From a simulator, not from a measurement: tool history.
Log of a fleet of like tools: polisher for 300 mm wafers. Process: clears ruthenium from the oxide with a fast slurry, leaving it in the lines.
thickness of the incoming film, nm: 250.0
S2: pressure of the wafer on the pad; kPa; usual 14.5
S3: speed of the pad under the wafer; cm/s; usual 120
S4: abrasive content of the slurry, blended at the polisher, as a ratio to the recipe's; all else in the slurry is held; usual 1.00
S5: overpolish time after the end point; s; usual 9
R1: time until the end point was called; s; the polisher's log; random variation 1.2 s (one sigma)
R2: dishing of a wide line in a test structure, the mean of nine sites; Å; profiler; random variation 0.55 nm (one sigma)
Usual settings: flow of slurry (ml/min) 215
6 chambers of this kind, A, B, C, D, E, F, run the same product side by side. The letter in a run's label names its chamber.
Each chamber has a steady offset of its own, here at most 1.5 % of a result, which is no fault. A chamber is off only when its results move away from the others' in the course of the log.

At hour 2.0: chamber B: worn pad replaced by a new one.
Run 1B, hour 15.0: usual settings. Result: R1 66.148 s, R2 268.92 Å.
Run 2A, hour 26.1: usual settings. Result: R1 65.910 s, R2 257.87 Å.
At hour 30.5: chamber C: worn pad replaced by a new one.
Run 3C, hour 33.0: usual settings. Result: R1 65.485 s, R2 261.33 Å.
At hour 33.4: chamber D: worn pad replaced by a new one.
At hour 33.9: chamber A: slurry nozzle cleaned.
At hour 37.4: chamber C: slurry blender recalibrated.
At hour 37.9: chamber A: worn pad replaced by a new one.
Run 4E, hour 40.0: usual settings. Result: R1 64.333 s, R2 267.33 Å.
At hour 45.6: chamber D: head pressure recalibrated.
Run 5F, hour 51.7: usual settings but S2 16.5 kPa, S3 92 cm/s. Result: R1 71.967 s, R2 250.15 Å.
At hour 52.4: chamber E: worn pad replaced by a new one.
At hour 56.1: chamber F: worn pad replaced by a new one.
Run 6D, hour 64.2: usual settings but S2 16.5 kPa, S3 92 cm/s. Result: R1 73.820 s, R2 237.21 Å.
Run 7F, hour 74.8: usual settings but S2 16.5 kPa, S3 92 cm/s. Result: R1 74.789 s, R2 234.76 Å.
Run 8D, hour 84.5: usual settings but S2 16.5 kPa, S3 92 cm/s. Result: R1 72.457 s, R2 245.87 Å.
Run 9C, hour 95.3: usual settings but S2 16.5 kPa, S3 92 cm/s. Result: R1 74.640 s, R2 225.88 Å.
At hour 98.1: chamber B: worn pad replaced by a new one.
Run 10A, hour 106.8: usual settings but S2 16.5 kPa, S3 92 cm/s. Result: R1 77.125 s, R2 232.39 Å.
At hour 114.5: chamber D: worn pad replaced by a new one.
Run 11B, hour 116.7: usual settings. Result: R1 64.323 s, R2 272.53 Å.
At hour 122.8: chamber C: worn pad replaced by a new one.
At hour 123.6: chamber A: worn pad replaced by a new one.
Run 12E, hour 125.5: usual settings but flow of slurry (ml/min) 280, S4 0.75. Result: R1 74.450 s, R2 246.91 Å.
Run 13A, hour 136.9: usual settings but flow of slurry (ml/min) 280, S4 0.75. Result: R1 74.076 s, R2 235.12 Å.
Run 14C, hour 147.6: usual settings but flow of slurry (ml/min) 280, S4 0.75. Result: R1 73.162 s, R2 242.91 Å.
At hour 149.6: chamber C: slurry blender recalibrated.
At hour 153.1: chamber A: slurry blender recalibrated.
At hour 156.6: chamber E: worn pad replaced by a new one.
Run 15B, hour 162.5: usual settings but flow of slurry (ml/min) 280, S4 0.75. Result: R1 74.149 s, R2 243.99 Å.
Run 16E, hour 173.7: usual settings but flow of slurry (ml/min) 280, S4 0.75. Result: R1 71.186 s, R2 250.01 Å.
At hour 179.1: chamber F: worn pad replaced by a new one.
Run 17D, hour 182.2: usual settings but flow of slurry (ml/min) 280, S4 0.75. Result: R1 74.650 s, R2 245.83 Å.
At hour 193.7: chamber B: worn pad replaced by a new one.
Run 18F, hour 194.3: usual settings but flow of slurry (ml/min) 280, S3 102 cm/s. Result: R1 77.921 s, R2 233.90 Å.
At hour 196.0: chamber A: worn pad replaced by a new one.
At hour 201.3: chamber B: slurry blender recalibrated.
Run 19E, hour 209.5: usual settings but flow of slurry (ml/min) 280, S3 102 cm/s. Result: R1 74.965 s, R2 240.58 Å.
At hour 210.2: chamber D: worn pad replaced by a new one.
At hour 210.3: chamber C: worn pad replaced by a new one.
Run 20B, hour 224.5: usual settings but flow of slurry (ml/min) 280, S3 102 cm/s. Result: R1 73.616 s, R2 244.19 Å.
At hour 230.1: chamber B: slurry nozzle cleaned.
Run 21F, hour 239.4: usual settings but flow of slurry (ml/min) 280, S3 102 cm/s. Result: R1 79.783 s, R2 226.08 Å.
Run 22C, hour 246.6: usual settings but flow of slurry (ml/min) 280, S3 102 cm/s. Result: R1 73.186 s, R2 233.60 Å.
Run 23A, hour 255.4: usual settings but flow of slurry (ml/min) 280, S3 102 cm/s. Result: R1 74.478 s, R2 240.70 Å.
At hour 260.2: chamber E: worn pad replaced by a new one.
At hour 260.6: chamber E: head pressure recalibrated.
Run 24D, hour 267.8: usual settings but flow of slurry (ml/min) 280, S3 136 cm/s. Result: R1 56.373 s, R2 309.98 Å.
At hour 273.0: chamber A: worn pad replaced by a new one.
At hour 273.3: chamber C: slurry blender recalibrated.
Run 25F, hour 282.8: usual settings but flow of slurry (ml/min) 280, S3 136 cm/s. Result: R1 63.810 s, R2 266.13 Å.
At hour 287.0: chamber B: worn pad replaced by a new one.
At hour 288.4: chamber D: worn pad replaced by a new one.
Run 26B, hour 295.7: usual settings but flow of slurry (ml/min) 280, S3 136 cm/s. Result: R1 54.853 s, R2 301.13 Å.
Run 27A, hour 302.5: usual settings but flow of slurry (ml/min) 280, S3 136 cm/s. Result: R1 56.812 s, R2 301.84 Å.
Run 28C, hour 309.8: usual settings but flow of slurry (ml/min) 280, S3 136 cm/s. Result: R1 54.464 s, R2 309.09 Å.
At hour 310.1: chamber F: worn pad replaced by a new one.
At hour 315.6: chamber F: slurry nozzle cleaned.
At hour 316.5: chamber C: worn pad replaced by a new one.
Run 29D, hour 320.6: usual settings but flow of slurry (ml/min) 280, S3 136 cm/s. Result: R1 56.299 s, R2 303.60 Å.
At hour 323.0: chamber A: slurry blender recalibrated.
Run 30E, hour 328.8: usual settings. Result: R1 64.384 s, R2 264.82 Å.
Run 31B, hour 336.0: usual settings but S2 11.0 kPa, S3 92 cm/s. Result: R1 113.510 s, R2 168.78 Å.
At hour 349.2: chamber A: worn pad replaced by a new one.
Run 32D, hour 351.1: usual settings but S2 11.0 kPa, S3 92 cm/s. Result: R1 111.670 s, R2 161.79 Å.
At hour 353.4: chamber E: worn pad replaced by a new one.
Run 33C, hour 364.5: usual settings but S2 11.0 kPa, S3 92 cm/s. Result: R1 110.470 s, R2 160.50 Å.
Run 34A, hour 375.5: usual settings but S2 11.0 kPa, S3 92 cm/s. Result: R1 112.920 s, R2 165.77 Å.
At hour 376.5: chamber D: slurry blender recalibrated.
At hour 378.1: chamber D: worn pad replaced by a new one.
Run 35E, hour 382.8: usual settings but S2 11.0 kPa, S3 92 cm/s. Result: R1 109.850 s, R2 175.70 Å.
At hour 390.0: chamber A: slurry nozzle cleaned.
Run 36F, hour 394.7: usual settings but S2 11.0 kPa, S3 92 cm/s. Result: R1 138.970 s, R2 146.43 Å.
Run 37D, hour 401.7: usual settings. Result: R1 64.825 s, R2 261.62 Å.
Run 38A, hour 412.7: usual settings. Result: R1 66.570 s, R2 267.25 Å.
At hour 418.2: chamber E: slurry blender recalibrated.
Run 39E, hour 421.6: usual settings. Result: R1 65.321 s, R2 276.03 Å.

Is one chamber off against the others, does the gauge drift, or is nothing wrong? If a chamber is off, say which, and what the likeliest cause is.

Chamber F drifts away from the others.
Cause: abrasive missing from the slurry, % = 35.6.

Here are 4 candidates for chamber F's next run, each the usual settings with a change, their results left as question marks. Which one brings its results back in line with what the others give on the usual settings?
In line means no further than this from the other chambers' mean on the usual settings: R1 4.300 s; R2 19.00 Å
Run 40F-1, hour 432.4: usual settings but S2 15.2 kPa, S3 126 cm/s. Result: R1 ?, R2 ?.
Run 40F-2, hour 432.4: usual settings but S2 13.8 kPa, S3 114 cm/s. Result: R1 ?, R2 ?.
Run 40F-3, hour 432.4: usual settings but flow of slurry (ml/min) 210, S2 13.1 kPa, S3 108 cm/s, S4 0.95. Result: R1 ?, R2 ?.
Run 40F-4, hour 432.4: usual settings but flow of slurry (ml/min) 220, S2 15.9 kPa, S3 132 cm/s, S4 1.05. Result: R1 ?, R2 ?.

The other chambers' mean on the usual settings: R1 65.469 s; R2 265.14 Å
  run       R1      R2
40F-1   75.259  238.41
40F-2   91.468  201.10
40F-3  104.950  177.91
40F-4   66.683  264.30
40F-4 brings the chamber back in line.
